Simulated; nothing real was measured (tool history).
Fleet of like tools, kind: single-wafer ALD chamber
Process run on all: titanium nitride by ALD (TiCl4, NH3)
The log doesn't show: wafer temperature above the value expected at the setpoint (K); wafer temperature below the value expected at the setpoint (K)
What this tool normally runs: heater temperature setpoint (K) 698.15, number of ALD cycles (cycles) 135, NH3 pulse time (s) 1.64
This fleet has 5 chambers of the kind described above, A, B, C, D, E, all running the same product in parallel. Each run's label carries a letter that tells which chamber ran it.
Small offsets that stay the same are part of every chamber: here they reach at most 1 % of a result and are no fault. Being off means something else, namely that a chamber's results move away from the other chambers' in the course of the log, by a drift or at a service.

run	hour	heater temperature setpoint (K)	number of ALD cycles (cycles)	NH3 pulse time (s)	hours since the last thermocouple change	read-back reference wafer on the same gauge, thickness_nm	mean film thickness on the monitor wafer (angstrom)
1C	6.7	698.15	135	1.64	943.5	2.9416	29.848
2E	13.3	698.15	135	1.64	2130.2	2.9409	29.863
3B	19.6	698.15	135	1.64	1124.7	2.943	29.939
4D	23.9	698.15	135	1.64	305.9	2.9416	30.243
5A	31.1	698.15	135	1.64	1597.6	2.9418	29.843
6A	37.8	698.15	135	1.64	1604.3	2.9442	29.844
7C	44.3	698.15	135	1.64	981.1	2.9445	29.892
8B	51.1	698.15	135	1.64	1156.2	2.9434	29.994
9E	57.7	698.15	113	1.64	2174.6	2.945	25.082
10D	61	698.15	113	1.64	343	2.945	25.289
11A	65	698.15	113	1.64	1631.5	2.9453	24.947
12B	71.6	698.15	113	1.64	1176.7	2.9454	25.139
13E	76.3	698.15	113	1.64	2193.2	2.9456	25.021
14D	80.2	698.15	153	1.32	362.2	2.9469	34.063
15C	84.3	698.15	153	1.32	1021.1	2.9464	33.697
16C	91.6	698.15	153	1.32	1028.4	2.9462	33.661
17B	98.4	698.15	153	1.32	1203.5	2.948	33.788
# hour 99.9: chamber B: thermocouple changed; heater temperature recalibrated
18A	103.5	698.15	153	1.32	1670	2.9484	33.575
# hour 104.1: chamber A: thermocouple changed; heater temperature recalibrated
19D	109.9	698.15	135	1.64	391.9	2.9484	30.249
20E	114.6	698.15	135	1.64	2231.5	2.9494	29.963
21A	119.5	687.15	135	1.64	15.4	2.9501	29.769
22E	123.5	687.15	135	1.64	2240.4	2.9494	29.892
23C	130.1	687.15	135	1.64	1066.9	2.9498	29.78
24D	137.2	687.15	135	1.64	419.2	2.9512	30.135
25B	140.7	687.15	135	1.64	40.8	2.9508	29.914
26A	147.3	698.15	135	2.22	43.2	2.9515	30.189
27E	151.6	698.15	135	2.22	2268.5	2.9516	30.293
28D	158	698.15	135	2.22	440	2.9524	30.535
29C	161.3	698.15	135	2.22	1098.1	2.9537	30.185
30B	165.9	698.15	135	2.22	66	2.9521	30.397
31B	171.6	698.15	135	1.64	71.7	2.9528	30.006
32D	175	698.15	135	1.64	457	2.9524	30.372
33C	180.8	698.15	135	1.64	1117.6	2.9545	30.025
34E	186.3	698.15	135	1.64	2303.2	2.954	29.985
35A	191.2	698.15	135	2.18	87.1	2.9543	30.164
36D	196	698.15	135	2.18	478	2.9555	30.528
37E	202.4	698.15	135	2.18	2319.3	2.9554	30.267

All 5 chambers run these settings next. Forecast each chamber's results:
38A	207.8	698.15	135	1.64			?
38B	207.8	698.15	135	1.64			?
38C	207.8	698.15	135	1.64			?
38D	207.8	698.15	135	1.64			?
38E	207.8	698.15	135	1.64			?

run	mean film thickness on the monitor wafer (angstrom)
38A	29.999
38B	30.102
38C	30.032
38D	30.315
38E	30.017
